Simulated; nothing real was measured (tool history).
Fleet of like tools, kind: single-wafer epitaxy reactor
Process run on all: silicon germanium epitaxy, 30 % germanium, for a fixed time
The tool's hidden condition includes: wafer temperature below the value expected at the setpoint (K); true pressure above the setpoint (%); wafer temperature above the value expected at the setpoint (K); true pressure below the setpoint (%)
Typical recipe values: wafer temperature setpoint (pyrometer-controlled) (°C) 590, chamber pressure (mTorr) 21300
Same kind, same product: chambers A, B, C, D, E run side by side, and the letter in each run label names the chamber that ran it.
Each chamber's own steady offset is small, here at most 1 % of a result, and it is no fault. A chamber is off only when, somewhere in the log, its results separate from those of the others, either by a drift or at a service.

run	day	wafer temperature setpoint (pyrometer-controlled) (°C)	chamber pressure (mTorr)	hours since the last pyrometer calibration	hours since the last manometer calibration	read-back reference wafer on the same gauge, thickness_nm	mean film thickness on the monitor wafer (nm)
1A	0.571	590	21300	699.2	250.3	50.773	49.848
2B	1.217	590	21300	417.3	357.0	50.835	50.465
3E	1.629	590	21300	606.5	2555.4	50.860	50.204
4C	2.104	590	21300	1335.8	1070.9	50.814	50.849
5D	2.412	590	21300	1850.5	1080.1	50.805	50.106
6D	3.054	590	21300	1865.9	1095.5	50.816	50.132
7A	3.529	590	21300	770.2	321.3	50.810	50.412
8C	4.025	590	21300	1381.9	1117.0	50.774	49.990
9B	4.571	590	21300	497.8	437.5	50.783	50.037
10E	5.062	590	21300	688.9	2637.8	50.745	49.854
11E	5.500	590	21300	699.4	2648.3	50.737	50.087
12B	5.971	590	21300	531.4	471.1	50.797	49.992
13C	6.433	604	25100	1439.7	1174.8	50.839	69.496
14D	6.796	604	25100	1955.7	1185.3	50.791	68.975
15A	7.383	604	25100	862.7	413.8	50.805	69.354
16A	7.692	604	25100	870.1	421.2	50.740	68.783
17D	8.129	604	25100	1987.7	1217.3	50.856	69.086
18B	8.529	590	21300	592.8	532.5	50.792	50.067
19C	8.900	590	21300	1498.9	1234.0	50.782	50.249
# day 8.975: chamber C: capacitance manometer re-zeroed and calibrated
20E	9.525	590	21300	796.0	2744.9	50.766	50.454
# day 9.554: chamber D: pyrometer calibrated
21B	10.200	590	21300	632.9	572.6	50.770	50.523
22E	10.808	590	21300	826.8	2775.7	50.778	49.964
23A	11.358	590	21300	958.1	509.2	50.835	49.679
24D	11.967	590	21300	58.0	1309.4	50.795	52.655
25C	12.600	590	21300	1587.7	87.0	50.858	50.263
26A	12.925	590	21300	995.7	546.8	50.785	49.998
27E	13.392	590	21300	888.8	2837.7	50.852	50.311
28D	13.804	590	21300	102.1	1353.5	50.798	52.731
29B	14.458	590	21300	735.1	674.8	50.771	50.628
30C	14.904	590	19000	1643.0	142.3	50.740	48.259
31C	15.396	590	19000	1654.8	154.1	50.813	48.340
32D	15.775	590	19000	149.4	1400.8	50.845	50.623
33A	16.262	590	19000	1075.8	626.9	50.817	47.611
34E	16.800	590	19000	970.6	2919.5	50.754	48.161
35B	17.208	599	25000	801.1	740.8	50.806	62.707
36C	17.500	599	25000	1705.3	204.6	50.785	63.318
37E	17.900	599	25000	997.0	2945.9	50.838	63.604

Does one chamber stand apart from the rest, does the shared gauge drift, or is all well apart from small per-chamber offsets? Give the chamber and the most likely cause, where there is one.

Chamber D came out of a service off from its peers and stayed that way.
Cause: wafer temperature above the value expected at the setpoint (K) = 2.72.

Below are 4 candidate recipes for chamber D's next run, each the usual settings with a change, their results shown as question marks. Which of them brings D's results back in line with what the other chambers give on the usual settings?
In line means no further than this from the other chambers' mean on the usual settings: mean film thickness on the monitor wafer (nm) 0.880
38D-1	18.388	592	21600				?
38D-2	18.388	589	21200				?
38D-3	18.388	588	21000				?
38D-4	18.388	591	21400				?

Average result of the remaining chambers running the usual settings: mean film thickness on the monitor wafer (nm) 50.227
run	mean film thickness on the monitor wafer (nm)
38D-1	54.995
38D-2	51.628
38D-3	50.482
38D-4	53.785
With 38D-3, the chamber falls back in line with the rest.

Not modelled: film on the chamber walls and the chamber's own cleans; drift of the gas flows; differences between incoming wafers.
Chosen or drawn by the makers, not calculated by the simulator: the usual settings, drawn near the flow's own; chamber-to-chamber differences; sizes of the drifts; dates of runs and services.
